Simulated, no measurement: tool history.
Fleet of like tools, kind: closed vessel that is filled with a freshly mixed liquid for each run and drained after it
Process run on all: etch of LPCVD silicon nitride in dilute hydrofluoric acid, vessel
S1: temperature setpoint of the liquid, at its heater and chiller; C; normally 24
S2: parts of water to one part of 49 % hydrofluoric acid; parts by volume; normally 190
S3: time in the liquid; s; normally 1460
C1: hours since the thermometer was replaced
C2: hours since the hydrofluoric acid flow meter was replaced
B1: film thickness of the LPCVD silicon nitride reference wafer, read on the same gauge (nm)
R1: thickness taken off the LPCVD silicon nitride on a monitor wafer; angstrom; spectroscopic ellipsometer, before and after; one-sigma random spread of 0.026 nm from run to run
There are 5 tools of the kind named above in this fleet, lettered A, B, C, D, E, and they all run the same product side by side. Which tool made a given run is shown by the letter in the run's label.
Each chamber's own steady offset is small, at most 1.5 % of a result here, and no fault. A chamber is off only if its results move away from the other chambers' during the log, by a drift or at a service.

run	hour	S1	S2	S3	C1	C2	B1	R1
1E	4.5	24	190	1460	1993.9	1233.9	149.99	40.952
# hour 13.1: chamber E: hydrofluoric acid flow meter replaced
2A	13.9	24	190	1460	87.1	1295.3	149.99	39.621
3D	21.8	24	190	1460	242.2	44.2	150.01	40.161
4B	30.4	24	190	1460	865.3	352.3	150	39.984
# hour 35.2: chamber A: hydrofluoric acid flow meter replaced
5C	36.9	24	190	1460	1004.4	454	150	40.21
6D	46.6	24	190	1460	267	69	150	40.447
7A	53.6	27.5	270	1460	126.8	18.4	150	35.703
8C	58	27.5	270	1460	1025.5	475.1	150.01	34.672
9E	64.7	27.5	270	1460	2054.1	51.7	150.01	35.322
10B	74.2	27.5	270	1460	909.1	396.1	150	35.686
11A	83.5	27.5	270	1460	156.7	48.3	150	35.197
12C	91.5	24	190	1460	1059	508.6	150.01	40.282
13D	100.4	24	190	1460	320.8	122.8	150	40.76
14E	106.2	24	190	1460	2095.6	93.2	150.02	40.437
15B	114	24	190	1460	948.9	435.9	150.01	40.254
16C	119.3	24	190	1460	1086.8	536.4	150.02	39.543
17A	125.4	24	190	1460	198.6	90.2	149.99	40.169
18B	131.4	24	190	1460	966.3	453.3	150	40.314
19E	135.8	24	190	1460	2125.2	122.8	149.97	40.204
20D	140.6	24	190	1460	361	163	149.99	40.182
21D	146.3	24	190	1460	366.7	168.7	150.01	40.571
22C	153.6	24	190	1460	1121.1	570.7	149.97	39.079
23B	162.9	24	190	1460	997.8	484.8	150.01	40.587
24A	167.3	24	190	1460	240.5	132.1	150.02	39.796
25E	174.5	24	190	1460	2163.9	161.5	150	40.599
26E	184.1	20	120	1460	2173.5	171.1	149.98	48.759
27B	193.5	20	120	1460	1028.4	515.4	149.99	48.476
28A	198.3	20	120	1460	271.5	163.1	150	47.942
29D	206	20	120	1460	426.4	228.4	150.01	48.811
30C	213.8	20	120	1460	1181.3	630.9	149.98	46.479
31E	219.7	24	190	1460	2209.1	206.7	150.01	41.047
32B	224.8	24	250	2080	1059.7	546.7	150	43.609
33D	234.4	24	250	2080	454.8	256.8	150.01	43.457
34A	242.2	24	250	2080	315.4	207	150	43.374
35C	250.7	24	250	2080	1218.2	667.8	149.98	41.405
36B	255.1	24	250	2080	1090	577	149.99	43.77
37D	259.9	24	190	1460	480.3	282.3	150	40.324
38C	265.2	24	190	1460	1232.7	682.3	150.01	38.118
39A	272.6	24	255	1460	345.8	237.4	150.03	30.249
40E	277.5	24	255	1460	2266.9	264.5	149.99	30.478
41D	286.8	24	255	1460	507.2	309.2	150	30.038
42C	295.8	24	255	1460	1263.3	712.9	149.99	27.904
43A	303.1	24	255	1460	376.3	267.9	150.02	30.355

Read the log: is a single chamber off, either drifting away or since a service, is the gauge that measures every chamber drifting, or is nothing wrong beyond small per-chamber offsets? Name any odd chamber and what most likely caused it.

One chamber, C, drifts off from the rest bit by bit.
What lies behind it: hydrofluoric acid flow below the setpoint (%) = 6.86.
Not necessarily distinguishable in this log from: liquid colder than its thermometer reads (K).

Chamber C could run next with any of the 4 candidate recipes listed below; each alters the usual settings, and their results appear as question marks. Which one brings its results back in line with what the other chambers deliver on the usual settings?
In-line tolerance around the mean of the other chambers on the usual settings: R1 0.9 angstrom
44C-1	310.1	24	175	1460				?
44C-2	310.1	24	195	1395				?
44C-3	310.1	24	190	1515				?
44C-4	310.1	24	195	1430				?

Average result of the remaining chambers running the usual settings: R1 40.362 angstrom
run	R1
44C-1	40.604
44C-2	34.798
44C-3	38.789
44C-4	35.671
44C-1 is the one that brings the chamber's results back in line with the other chambers.
